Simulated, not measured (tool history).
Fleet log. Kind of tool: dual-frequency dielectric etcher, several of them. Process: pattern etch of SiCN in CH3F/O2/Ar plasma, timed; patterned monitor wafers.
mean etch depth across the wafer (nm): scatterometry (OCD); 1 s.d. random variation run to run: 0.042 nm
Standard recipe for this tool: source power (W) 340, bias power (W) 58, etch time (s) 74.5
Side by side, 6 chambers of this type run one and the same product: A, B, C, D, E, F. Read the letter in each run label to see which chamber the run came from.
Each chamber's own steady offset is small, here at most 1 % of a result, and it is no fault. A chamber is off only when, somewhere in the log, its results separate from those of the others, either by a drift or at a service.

run     day  source power (W)  bias power (W)  etch time (s)  read-back reference wafer on the same gauge, depth_nm  mean etch depth across the wafer (nm)
      0.071  -- chamber A: wet clean of the chamber
 1F   0.288               340              58           74.5                                                 26.892                                  24.38
      0.371  -- chamber E: wet clean of the chamber
 2D     0.7               340              58           74.5                                                 26.899                                 24.171
 3B   1.104               340              58           74.5                                                 26.892                                 24.437
      1.271  -- chamber F: bias power generator calibrated
 4A   1.429               340              58           74.5                                                 26.885                                 24.287
 5C   1.733               280              58             60                                                 26.867                                  18.37
 6E   2.183               280              58             60                                                 26.881                                 18.391
 7A   2.508               280              58             60                                                 26.861                                 18.246
 8D   2.812               280              58             60                                                 26.861                                  18.06
      2.912  -- chamber B: wet clean of the chamber
 9E   3.204               280              58             60                                                 26.867                                 18.349
10C   3.633               280              58             60                                                 26.847                                 18.288
11F   4.008               340              58           74.5                                                 26.839                                 24.382
12B   4.242               340              58           74.5                                                  26.85                                 24.358
13D   4.696               340              49           55.5                                                 26.831                                 17.058
14C   5.071               340              49           55.5                                                 26.823                                 17.302
15F   5.446               340              49           55.5                                                 26.838                                 17.144
16A   5.662               340              49           55.5                                                 26.823                                 17.107
17B   6.029               340              49           55.5                                                  26.82                                 17.138
18E   6.488               340              49           55.5                                                 26.806                                 17.254
19D   6.792               340              58           74.5                                                 26.807                                 24.147
20F   7.083               340              58           74.5                                                 26.807                                 24.382
21C   7.538               340              53           74.5                                                 26.807                                 23.859
      7.704  -- chamber D: wet clean of the chamber
22A   7.954               340              53           74.5                                                 26.783                                 23.556
23E   8.217               340              53           74.5                                                 26.786                                 23.731
24B   8.633               340              53           74.5                                                 26.786                                 23.605
25B   8.946               340              53           74.5                                                 26.785                                 23.611
26A   9.167               340              53           74.5                                                  26.78                                  23.52
27F   9.517               340              58           74.5                                                 26.762                                  24.23
28C   9.958               340              58           74.5                                                  26.77                                  24.42
29E  10.346               340              50           74.5                                                 26.772                                 23.239
30D  10.712               340              50           74.5                                                 26.751                                 22.883
31D  10.975               340              50           74.5                                                  26.75                                 22.897
32E  11.175               340              50           74.5                                                 26.761                                 23.245
33F  11.617               340              50           74.5                                                 26.756                                 23.046
34A   11.85               340              50           74.5                                                  26.75                                 23.037
35B  12.062               340              58           74.5                                                 26.728                                 24.341
36C  12.312               340              58           74.5                                                 26.747                                 24.477
37B  12.612               340              58           74.5                                                 26.746                                 24.399
38F  12.962               340              58           74.5                                                  26.72                                 24.288
39D  13.258               340              58           74.5                                                 26.731                                 24.099
40E  13.542               340              58           74.5                                                  26.72                                 24.408
41C  13.933               340              58           74.5                                                 26.729                                 24.435
42A  14.171               340              58           74.5                                                 26.725                                 24.189
43D  14.567               390              58           74.5                                                 26.725                                 25.268

The same settings go to every chamber for the next run, one line per chamber below. Forecast the results for each:
44A  14.892               340              58           74.5                                                                                             ?
44B  14.892               340              58           74.5                                                                                             ?
44C  14.892               340              58           74.5                                                                                             ?
44D  14.892               340              58           74.5                                                                                             ?
44E  14.892               340              58           74.5                                                                                             ?
44F  14.892               340              58           74.5                                                                                             ?

run  mean etch depth across the wafer (nm)
44A                                 24.134
44B                                 24.245
44C                                  24.44
44D                                 24.107
44E                                 24.379
44F                                  24.19
